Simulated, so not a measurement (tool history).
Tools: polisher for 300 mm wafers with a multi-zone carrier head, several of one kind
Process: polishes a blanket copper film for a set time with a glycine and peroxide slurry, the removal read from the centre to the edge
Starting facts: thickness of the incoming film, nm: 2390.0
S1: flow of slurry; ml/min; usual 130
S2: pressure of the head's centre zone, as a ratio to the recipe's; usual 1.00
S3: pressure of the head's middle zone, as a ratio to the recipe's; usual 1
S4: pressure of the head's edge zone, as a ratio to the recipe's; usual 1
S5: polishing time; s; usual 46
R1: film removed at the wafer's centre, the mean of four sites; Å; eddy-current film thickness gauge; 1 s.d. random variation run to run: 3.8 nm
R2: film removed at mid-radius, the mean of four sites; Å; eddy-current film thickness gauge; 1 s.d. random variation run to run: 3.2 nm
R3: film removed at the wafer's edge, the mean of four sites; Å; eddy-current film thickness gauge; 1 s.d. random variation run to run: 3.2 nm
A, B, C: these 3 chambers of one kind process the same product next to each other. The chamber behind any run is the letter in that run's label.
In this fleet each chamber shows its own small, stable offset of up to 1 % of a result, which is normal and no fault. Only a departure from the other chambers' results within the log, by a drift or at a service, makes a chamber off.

| run | hour | S1 | S2 | S3 | S4 | S5 | R1 | R2 | R3 |
|---|---|---|---|---|---|---|---|---|---|
| 1C | 7.0 | 130 | 1.00 | 1 | 1 | 46 | 3197.9 | 3229.6 | 3214.1 |
| 2A | 16.0 | 130 | 1.00 | 1 | 1 | 46 | 3171.9 | 3231.6 | 3139.7 |
| 3B | 20.8 | 130 | 1.00 | 1 | 1 | 46 | 3183.2 | 3107.4 | 3182.9 |
|  | 26.6 | chamber B: worn pad replaced by a new one |
| 4A | 29.7 | 130 | 1.00 | 1 | 1 | 46 | 3215.7 | 3140.2 | 3208.5 |
| 5B | 36.1 | 130 | 1.00 | 1 | 1 | 46 | 3136.1 | 3170.1 | 3153.4 |
|  | 36.9 | chamber C: worn pad replaced by a new one |
| 6C | 45.4 | 130 | 1.00 | 1 | 1 | 46 | 3185.7 | 3213.2 | 3191.7 |
|  | 49.7 | chamber A: worn pad replaced by a new one |
| 7B | 50.7 | 130 | 0.90 | 1 | 1 | 46 | 2802.7 | 3174.0 | 3150.9 |
| 8A | 59.2 | 130 | 0.90 | 1 | 1 | 46 | 2825.2 | 3133.2 | 3181.5 |
| 9C | 68.6 | 130 | 0.90 | 1 | 1 | 46 | 2822.4 | 3163.6 | 3180.7 |
| 10A | 73.9 | 130 | 1.00 | 1 | 1 | 46 | 3181.0 | 3157.6 | 3181.1 |
| 11B | 80.2 | 130 | 1.00 | 1 | 1 | 46 | 3149.9 | 3180.9 | 3148.8 |
| 12C | 85.3 | 130 | 1.00 | 1 | 1 | 46 | 3203.3 | 3176.0 | 3167.9 |
|  | 85.6 | chamber B: worn pad replaced by a new one |
| 13A | 93.3 | 130 | 1.00 | 1 | 1 | 46 | 3213.5 | 3170.6 | 3186.1 |
|  | 93.7 | chamber C: worn pad replaced by a new one |
| 14C | 102.8 | 130 | 1.00 | 1 | 1 | 46 | 3159.3 | 3136.9 | 3171.7 |
| 15B | 110.0 | 130 | 1.00 | 1 | 1 | 46 | 3213.1 | 3151.6 | 3166.8 |
|  | 114.9 | chamber B: slurry nozzle cleaned |
| 16A | 115.7 | 130 | 1.00 | 1 | 1 | 46 | 3142.9 | 3146.4 | 3188.2 |
| 17C | 122.1 | 130 | 1.00 | 1 | 1 | 46 | 3172.0 | 3234.1 | 3227.9 |
| 18B | 130.5 | 130 | 1.00 | 1 | 1 | 46 | 3246.8 | 3151.5 | 3164.5 |
|  | 138.6 | chamber A: worn pad replaced by a new one |
| 19C | 140.5 | 130 | 1.00 | 1 | 1 | 46 | 3124.1 | 3166.8 | 3186.2 |
|  | 144.0 | chamber B: worn pad replaced by a new one |
| 20B | 146.4 | 130 | 1.00 | 1 | 1 | 46 | 3176.1 | 3155.9 | 3154.2 |
|  | 155.6 | chamber C: worn pad replaced by a new one |
| 21A | 156.4 | 130 | 1.00 | 1 | 1 | 32 | 2194.1 | 2227.4 | 2164.2 |
|  | 165.0 | chamber B: centre zone pressure recalibrated |
| 22A | 165.5 | 130 | 1.00 | 1 | 1 | 32 | 2223.4 | 2242.4 | 2205.1 |
|  | 169.3 | chamber C: edge zone pressure recalibrated |
| 23C | 173.0 | 130 | 1.00 | 1 | 1 | 32 | 2178.7 | 2210.3 | 2195.1 |
| 24B | 177.8 | 130 | 1.00 | 1 | 1 | 46 | 2878.8 | 3160.5 | 3144.1 |
| 25C | 185.3 | 130 | 1.00 | 1 | 1 | 46 | 3225.3 | 3103.9 | 3208.7 |
| 26B | 190.9 | 130 | 1.00 | 1 | 1 | 46 | 2913.6 | 3208.2 | 3196.7 |
| 27A | 199.6 | 130 | 1.00 | 1 | 1 | 46 | 3215.7 | 3180.4 | 3185.1 |
|  | 205.2 | chamber B: worn pad replaced by a new one |
| 28C | 207.0 | 130 | 1.00 | 1 | 1 | 46 | 3170.4 | 3203.0 | 3207.0 |
|  | 216.4 | chamber C: worn pad replaced by a new one |
| 29B | 216.8 | 130 | 1.00 | 1 | 1 | 46 | 2847.3 | 3154.5 | 3209.5 |
|  | 217.2 | chamber A: slurry nozzle cleaned |
|  | 218.4 | chamber C: slurry nozzle cleaned |
| 30A | 226.1 | 130 | 1.00 | 1 | 1 | 46 | 3132.7 | 3226.4 | 3180.6 |
| 31C | 231.2 | 130 | 1.00 | 1 | 1 | 46 | 3248.3 | 3197.9 | 3174.4 |
|  | 231.6 | chamber A: centre zone pressure recalibrated |
|  | 235.5 | chamber A: worn pad replaced by a new one |
| 32B | 238.6 | 130 | 1.00 | 1 | 1 | 46 | 2883.8 | 3155.9 | 3133.0 |
| 33A | 245.7 | 160 | 0.95 | 1 | 1 | 46 | 3167.6 | 3284.8 | 3255.9 |
| 34B | 251.9 | 160 | 0.95 | 1 | 1 | 46 | 2897.9 | 3309.0 | 3241.9 |
| 35C | 256.8 | 160 | 0.95 | 1 | 1 | 46 | 3129.5 | 3313.6 | 3284.1 |
| 36A | 266.7 | 130 | 1.00 | 1 | 1 | 46 | 3200.7 | 3157.8 | 3119.0 |
| 37C | 273.1 | 130 | 1.00 | 1 | 1 | 46 | 3124.6 | 3196.0 | 3174.0 |

Is one chamber out of step, is the gauge drifting, or do the chambers differ by no more than their own small offsets? For an off chamber, give its letter and the likeliest cause.

A service left chamber B off against the others.
Most likely cause: centre zone's pressure below its setpoint, % = 8.62.

Which of the 4 candidates below, each the usual settings with something changed and its results left as question marks, puts chamber B back in line with what the other chambers give on the usual settings?
In-line tolerance around the mean of the other chambers on the usual settings: R1 130.0 Å; R2 110.0 Å; R3 110.0 Å
| 38B-1 | 280.4 | 135 | 1.08 | 0.99 | 0.97 | 46 | ? | ? | ? |
| 38B-2 | 280.4 | 130 | 0.98 | 1.00 | 1.01 | 46 | ? | ? | ? |
| 38B-3 | 280.4 | 125 | 0.92 | 1.01 | 1.03 | 46 | ? | ? | ? |
| 38B-4 | 280.4 | 130 | 1.02 | 1.00 | 0.99 | 46 | ? | ? | ? |

Average result of the remaining chambers running the usual settings: R1 3178.0 Å; R2 3182.7 Å; R3 3170.0 Å
| run | R1 | R2 | R3 |
|---|---|---|---|
| 38B-1 | 3159.3 | 3169.4 | 3139.9 |
| 38B-2 | 2810.7 | 3173.7 | 3188.9 |
| 38B-3 | 2593.0 | 3175.0 | 3202.2 |
| 38B-4 | 2938.5 | 3173.1 | 3155.1 |
38B-1 brings the chamber back in line.
